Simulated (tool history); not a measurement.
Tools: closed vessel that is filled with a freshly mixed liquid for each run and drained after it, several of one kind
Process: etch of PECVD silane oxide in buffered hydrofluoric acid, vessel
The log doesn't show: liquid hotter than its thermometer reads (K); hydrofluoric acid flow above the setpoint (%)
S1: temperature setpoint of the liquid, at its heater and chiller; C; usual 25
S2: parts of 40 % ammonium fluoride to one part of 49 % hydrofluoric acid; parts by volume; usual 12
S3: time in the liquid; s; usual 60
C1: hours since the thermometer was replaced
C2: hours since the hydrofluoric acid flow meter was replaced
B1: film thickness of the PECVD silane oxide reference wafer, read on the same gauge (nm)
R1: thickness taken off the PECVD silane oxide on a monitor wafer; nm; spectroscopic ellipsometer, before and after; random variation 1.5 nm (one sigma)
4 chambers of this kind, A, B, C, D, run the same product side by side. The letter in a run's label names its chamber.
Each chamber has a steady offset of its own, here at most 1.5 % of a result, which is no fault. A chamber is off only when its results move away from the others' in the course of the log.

{"run": "1C", "hour": 10.9, "S1": 25, "S2": 12, "S3": 60, "C1": 805.8, "C2": 746.7, "B1": 150.04, "R1": 238.99}
{"run": "2A", "hour": 25.6, "S1": 25, "S2": 12, "S3": 60, "C1": 1448.3, "C2": 163.5, "B1": 149.99, "R1": 236.92}
{"run": "3D", "hour": 38.8, "S1": 25, "S2": 12, "S3": 60, "C1": 292.1, "C2": 242.4, "B1": 150.01, "R1": 238.23}
{"run": "4B", "hour": 51.5, "S1": 25, "S2": 12, "S3": 60, "C1": 1355, "C2": 1380.5, "B1": 150.03, "R1": 233.41}
{"run": "5C", "hour": 58.9, "S1": 25, "S2": 12, "S3": 60, "C1": 853.8, "C2": 794.7, "B1": 149.99, "R1": 237.91}
{"run": "6A", "hour": 69.8, "S1": 25, "S2": 12, "S3": 60, "C1": 1492.5, "C2": 207.7, "B1": 149.99, "R1": 240.7}
{"run": "7D", "hour": 81.1, "S1": 25, "S2": 12, "S3": 60, "C1": 334.4, "C2": 284.7, "B1": 150, "R1": 238.17}
{"hour": 85.7, "done": "chamber B: hydrofluoric acid flow meter replaced"}
{"run": "8B", "hour": 92.8, "S1": 20, "S2": 9, "S3": 60, "C1": 1396.3, "C2": 7.2, "B1": 150, "R1": 230.21}
{"run": "9D", "hour": 103.9, "S1": 20, "S2": 9, "S3": 60, "C1": 357.2, "C2": 307.5, "B1": 149.99, "R1": 231.56}
{"run": "10B", "hour": 115.5, "S1": 20, "S2": 9, "S3": 60, "C1": 1419, "C2": 29.9, "B1": 149.97, "R1": 230.93}
{"run": "11A", "hour": 127.8, "S1": 20, "S2": 9, "S3": 60, "C1": 1550.5, "C2": 265.7, "B1": 150, "R1": 228.65}
{"run": "12C", "hour": 141.2, "S1": 25, "S2": 12, "S3": 60, "C1": 936.1, "C2": 877, "B1": 149.99, "R1": 238.16}
{"run": "13A", "hour": 150.4, "S1": 25, "S2": 12, "S3": 60, "C1": 1573.1, "C2": 288.3, "B1": 150.04, "R1": 239.01}
{"run": "14D", "hour": 164.9, "S1": 25, "S2": 10, "S3": 75, "C1": 418.2, "C2": 368.5, "B1": 149.96, "R1": 356.3}
{"run": "15B", "hour": 173.1, "S1": 25, "S2": 10, "S3": 75, "C1": 1476.6, "C2": 87.5, "B1": 150, "R1": 348.22}
{"run": "16C", "hour": 185.7, "S1": 25, "S2": 10, "S3": 75, "C1": 980.6, "C2": 921.5, "B1": 149.97, "R1": 350.67}
{"run": "17A", "hour": 196.5, "S1": 25, "S2": 10, "S3": 75, "C1": 1619.2, "C2": 334.4, "B1": 149.99, "R1": 359.71}
{"run": "18B", "hour": 204.7, "S1": 29, "S2": 9, "S3": 60, "C1": 1508.2, "C2": 119.1, "B1": 150.01, "R1": 367.91}
{"run": "19D", "hour": 216.0, "S1": 29, "S2": 9, "S3": 60, "C1": 469.3, "C2": 419.6, "B1": 149.99, "R1": 392.15}
{"run": "20C", "hour": 226.0, "S1": 29, "S2": 9, "S3": 60, "C1": 1020.9, "C2": 961.8, "B1": 150.02, "R1": 374.56}
{"run": "21C", "hour": 241.1, "S1": 29, "S2": 9, "S3": 60, "C1": 1036, "C2": 976.9, "B1": 150.01, "R1": 379.45}
{"run": "22D", "hour": 249.6, "S1": 25, "S2": 12, "S3": 60, "C1": 502.9, "C2": 453.2, "B1": 150.01, "R1": 246.44}
{"run": "23B", "hour": 260.4, "S1": 25, "S2": 12, "S3": 60, "C1": 1563.9, "C2": 174.8, "B1": 150, "R1": 234.95}
{"run": "24A", "hour": 274.0, "S1": 25, "S2": 12, "S3": 60, "C1": 1696.7, "C2": 411.9, "B1": 150, "R1": 241.28}

Next, every chamber runs the same settings. What will each give?
{"run": "25A", "hour": 285.3, "S1": 25, "S2": 12, "S3": 35, "R1": "?"}
{"run": "25B", "hour": 285.3, "S1": 25, "S2": 12, "S3": 35, "R1": "?"}
{"run": "25C", "hour": 285.3, "S1": 25, "S2": 12, "S3": 35, "R1": "?"}
{"run": "25D", "hour": 285.3, "S1": 25, "S2": 12, "S3": 35, "R1": "?"}

run=25A R1=139.93
run=25B R1=136.19
run=25C R1=139
run=25D R1=144.74
